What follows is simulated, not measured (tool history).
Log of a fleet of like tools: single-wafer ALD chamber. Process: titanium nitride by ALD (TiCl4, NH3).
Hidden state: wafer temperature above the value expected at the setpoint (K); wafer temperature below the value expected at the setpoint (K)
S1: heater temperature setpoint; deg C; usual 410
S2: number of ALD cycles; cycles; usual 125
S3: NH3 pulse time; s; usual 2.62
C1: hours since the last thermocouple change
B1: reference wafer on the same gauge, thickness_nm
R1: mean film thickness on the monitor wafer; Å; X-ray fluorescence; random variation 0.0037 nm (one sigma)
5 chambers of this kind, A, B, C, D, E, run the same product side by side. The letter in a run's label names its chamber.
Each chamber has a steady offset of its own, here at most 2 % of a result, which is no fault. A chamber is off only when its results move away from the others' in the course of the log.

{"run": "1E", "hour": 7.3, "S1": 410, "S2": 125, "S3": 2.62, "C1": 726.9, "B1": 3.2299, "R1": 27.676}
{"hour": 15.9, "done": "chamber B: thermocouple changed; heater temperature recalibrated"}
{"run": "2B", "hour": 19.2, "S1": 410, "S2": 125, "S3": 2.62, "C1": 3.3, "B1": 3.2277, "R1": 27.786}
{"run": "3A", "hour": 30.5, "S1": 410, "S2": 125, "S3": 2.62, "C1": 113.6, "B1": 3.2292, "R1": 28.456}
{"run": "4C", "hour": 41.8, "S1": 410, "S2": 125, "S3": 2.62, "C1": 713.5, "B1": 3.2285, "R1": 27.847}
{"run": "5D", "hour": 51.3, "S1": 410, "S2": 125, "S3": 2.19, "C1": 1621.6, "B1": 3.229, "R1": 27.544}
{"run": "6E", "hour": 63.7, "S1": 410, "S2": 125, "S3": 2.19, "C1": 783.3, "B1": 3.2279, "R1": 27.503}
{"run": "7C", "hour": 75.5, "S1": 410, "S2": 125, "S3": 2.19, "C1": 747.2, "B1": 3.2261, "R1": 27.679}
{"run": "8D", "hour": 85.4, "S1": 410, "S2": 125, "S3": 2.19, "C1": 1655.7, "B1": 3.227, "R1": 27.49}
{"run": "9A", "hour": 94.7, "S1": 410, "S2": 125, "S3": 2.19, "C1": 177.8, "B1": 3.2263, "R1": 28.213}
{"run": "10B", "hour": 104.8, "S1": 410, "S2": 125, "S3": 2.62, "C1": 88.9, "B1": 3.2256, "R1": 27.769}
{"hour": 112.2, "done": "chamber D: thermocouple changed; heater temperature recalibrated"}
{"run": "11C", "hour": 118.4, "S1": 410, "S2": 125, "S3": 2.14, "C1": 790.1, "B1": 3.2242, "R1": 27.667}
{"run": "12B", "hour": 132.1, "S1": 410, "S2": 125, "S3": 2.14, "C1": 116.2, "B1": 3.2235, "R1": 27.599}
{"run": "13E", "hour": 140.3, "S1": 410, "S2": 125, "S3": 2.14, "C1": 859.9, "B1": 3.2249, "R1": 27.503}
{"run": "14D", "hour": 153.2, "S1": 410, "S2": 125, "S3": 2.14, "C1": 41.0, "B1": 3.2256, "R1": 27.517}
{"run": "15A", "hour": 160.9, "S1": 410, "S2": 125, "S3": 2.14, "C1": 244.0, "B1": 3.2232, "R1": 28.132}
{"run": "16A", "hour": 171.5, "S1": 410, "S2": 137, "S3": 2.62, "C1": 254.6, "B1": 3.2228, "R1": 30.984}
{"run": "17D", "hour": 183.4, "S1": 410, "S2": 137, "S3": 2.62, "C1": 71.2, "B1": 3.2225, "R1": 30.276}
{"run": "18C", "hour": 199.2, "S1": 410, "S2": 137, "S3": 2.62, "C1": 870.9, "B1": 3.2212, "R1": 30.483}
{"run": "19B", "hour": 209.4, "S1": 410, "S2": 137, "S3": 2.62, "C1": 193.5, "B1": 3.221, "R1": 30.377}
{"run": "20E", "hour": 224.9, "S1": 410, "S2": 137, "S3": 2.62, "C1": 944.5, "B1": 3.2212, "R1": 30.239}
{"run": "21D", "hour": 234.5, "S1": 410, "S2": 125, "S3": 2.62, "C1": 122.3, "B1": 3.2207, "R1": 27.657}
{"run": "22C", "hour": 248.1, "S1": 410, "S2": 125, "S3": 2.62, "C1": 919.8, "B1": 3.2195, "R1": 27.834}
{"run": "23A", "hour": 255.1, "S1": 410, "S2": 125, "S3": 2.62, "C1": 338.2, "B1": 3.2198, "R1": 28.274}
{"run": "24B", "hour": 270.7, "S1": 410, "S2": 125, "S3": 2.62, "C1": 254.8, "B1": 3.2182, "R1": 27.733}
{"run": "25E", "hour": 281.7, "S1": 410, "S2": 125, "S3": 2.62, "C1": 1001.3, "B1": 3.2187, "R1": 27.605}
{"run": "26A", "hour": 291.1, "S1": 410, "S2": 125, "S3": 2.62, "C1": 374.2, "B1": 3.2175, "R1": 28.278}
{"run": "27B", "hour": 307.1, "S1": 410, "S2": 125, "S3": 2.62, "C1": 291.2, "B1": 3.2173, "R1": 27.7}
{"run": "28C", "hour": 319.4, "S1": 410, "S2": 125, "S3": 2.62, "C1": 991.1, "B1": 3.2154, "R1": 27.755}
{"run": "29D", "hour": 332.5, "S1": 410, "S2": 125, "S3": 2.62, "C1": 220.3, "B1": 3.2164, "R1": 27.549}
{"run": "30E", "hour": 344.7, "S1": 410, "S2": 125, "S3": 2.62, "C1": 1064.3, "B1": 3.2174, "R1": 27.606}
{"run": "31C", "hour": 355.4, "S1": 410, "S2": 125, "S3": 2.62, "C1": 1027.1, "B1": 3.2147, "R1": 27.725}
{"run": "32A", "hour": 370.6, "S1": 410, "S2": 125, "S3": 2.62, "C1": 453.7, "B1": 3.2143, "R1": 28.169}
{"run": "33B", "hour": 377.7, "S1": 410, "S2": 125, "S3": 2.62, "C1": 361.8, "B1": 3.2149, "R1": 27.599}
{"run": "34E", "hour": 389.1, "S1": 410, "S2": 125, "S3": 2.62, "C1": 1108.7, "B1": 3.2147, "R1": 27.553}
{"run": "35D", "hour": 402.8, "S1": 410, "S2": 125, "S3": 2.08, "C1": 290.6, "B1": 3.2122, "R1": 27.318}
{"run": "36B", "hour": 416.0, "S1": 410, "S2": 125, "S3": 2.08, "C1": 400.1, "B1": 3.2129, "R1": 27.449}

Next, every chamber runs the same settings. What will each give?
{"run": "37A", "hour": 427.4, "S1": 410, "S2": 125, "S3": 2.62, "R1": "?"}
{"run": "37B", "hour": 427.4, "S1": 410, "S2": 125, "S3": 2.62, "R1": "?"}
{"run": "37C", "hour": 427.4, "S1": 410, "S2": 125, "S3": 2.62, "R1": "?"}
{"run": "37D", "hour": 427.4, "S1": 410, "S2": 125, "S3": 2.62, "R1": "?"}
{"run": "37E", "hour": 427.4, "S1": 410, "S2": 125, "S3": 2.62, "R1": "?"}

run=37A R1=28.221
run=37B R1=27.655
run=37C R1=27.751
run=37D R1=27.539
run=37E R1=27.574

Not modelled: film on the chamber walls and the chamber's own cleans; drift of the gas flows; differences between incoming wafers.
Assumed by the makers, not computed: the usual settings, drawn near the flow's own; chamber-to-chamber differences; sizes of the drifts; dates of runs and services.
